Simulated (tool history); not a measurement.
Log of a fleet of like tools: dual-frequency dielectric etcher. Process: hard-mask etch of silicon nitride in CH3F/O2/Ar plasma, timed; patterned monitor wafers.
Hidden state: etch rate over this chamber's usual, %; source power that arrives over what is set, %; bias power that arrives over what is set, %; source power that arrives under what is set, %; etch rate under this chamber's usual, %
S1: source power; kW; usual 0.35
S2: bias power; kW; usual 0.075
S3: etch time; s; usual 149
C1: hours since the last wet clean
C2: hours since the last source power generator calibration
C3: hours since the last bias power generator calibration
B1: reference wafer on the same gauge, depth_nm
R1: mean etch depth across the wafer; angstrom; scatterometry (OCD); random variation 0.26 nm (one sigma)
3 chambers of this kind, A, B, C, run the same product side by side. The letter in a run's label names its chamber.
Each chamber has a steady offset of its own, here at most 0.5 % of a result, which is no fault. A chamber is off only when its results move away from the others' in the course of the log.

run     day    S1     S2     S3     C1      C2      C3      B1      R1
      0.283  -- chamber C: bias power generator calibrated
 1A   0.288  0.35  0.075    149  142.9  1572.6    2732  91.959  1011.3
 2C   0.475  0.35  0.075    149  115.2    1548     4.7  92.019  1000.3
 3B   0.804  0.35  0.075    149    503  2554.7  1781.6  92.059  995.55
 4B   1.088  0.35  0.075    149  509.8  2561.5  1788.4  92.003  1000.5
 5C   1.279  0.35  0.075    176  134.5  1567.3      24  91.973  1183.7
 6A   1.479  0.35  0.075    176  171.5  1601.2  2760.6  92.023  1188.4
 7A   1.867  0.35  0.075    176  180.8  1610.5  2769.9  91.953  1192.3
 8B   2.067  0.35  0.084    149  533.3    2585  1811.9  91.957  1040.1
 9C   2.338  0.35  0.084    149  159.9  1592.7    49.4  91.932  1039.9
10A   2.579  0.35  0.084    149  197.9  1627.6    2787  92.014  1052.4
11C   2.838  0.35  0.075    149  171.9  1604.7    61.4  92.034  997.39
12B    3.05  0.35  0.075    149  556.9  2608.6  1835.5      92  997.93
13B   3.312  0.35  0.075    149  563.2  2614.9  1841.8  91.954  999.37
14C   3.608  0.35  0.075    149  190.4  1623.2    79.9  91.984   999.3
15A   3.958  0.35  0.075    149    231  1660.7  2820.1  92.031  1011.9
16B   4.329  0.35  0.075    149  587.6  2639.3  1866.2  91.957  997.03
17A   4.638  0.35  0.075    149  247.3    1677  2836.4   92.01  1012.9
      4.742  -- chamber B: wet clean of the chamber
18C   4.938  0.35  0.075    149  222.3  1655.1   111.8  91.955  995.76
19B   5.162  0.35  0.075    149   10.1  2659.3  1886.2  91.989    1002
20A   5.404  0.43  0.088    149  265.7  1695.4  2854.8  92.022  1156.7
21C    5.75  0.43  0.088    149  241.8  1674.6   131.3  92.007  1133.4
22C   5.975  0.43  0.088    149  247.2    1680   136.7  92.003  1134.3
23B    6.25  0.28  0.075  110.5   36.2  2685.4  1912.3      92  687.87
24A     6.6  0.28  0.075  110.5  294.4  1724.1  2883.5  92.058  688.94
25B   6.942  0.28  0.075  110.5   52.8    2702  1928.9  91.951  684.33
26A   7.183   0.4  0.075    149  308.4  1738.1  2897.5  91.978  1066.1
27C   7.575   0.4  0.075    149  285.6  1718.4   175.1   91.97  1036.7
28B   7.775   0.4  0.075    149   72.8    2722  1948.9  92.046  1052.3
29C   8.008  0.35  0.075    149    296  1728.8   185.5  91.973  980.47
30A   8.408  0.35  0.075    149  337.8  1767.5  2926.9  92.059  1007.8
31A   8.788  0.35  0.075    149  346.9  1776.6    2936  91.978  1013.9
      9.033  -- chamber A: source power generator calibrated
32C   9.083  0.35  0.075    149  321.8  1754.6   211.3  91.989  978.23
33B   9.438  0.35  0.075    149  112.7  2761.9  1988.8  91.975  1001.4
34A   9.825  0.35  0.075    149  371.8    19.1  2960.9  91.954  1009.2
35B  10.162  0.35  0.075    149  130.1  2779.3  2006.2  91.997  999.19
36C  10.408  0.35  0.075    149  353.6  1786.4   243.1  91.962  975.45
37C  10.588  0.35  0.075    149  357.9  1790.7   247.4  91.984  970.03
38B  10.788  0.35  0.075    149  145.1  2794.3  2021.2   91.96  998.62
39A  11.104  0.35  0.075    149  402.5    49.8  2991.6  91.962  1013.5
40A  11.454  0.42  0.075    149  410.9    58.2    3000  91.944  1078.1
41B  11.662  0.42  0.075    149  166.1  2815.3  2042.2   92.02  1068.6

Next, every chamber runs the same settings. What will each give?
42A  11.958  0.35  0.065  149                   ?
42B  11.958  0.35  0.065  149                   ?
42C  11.958  0.35  0.065  149                   ?

run      R1
42A  962.53
42B  951.05
42C  929.87
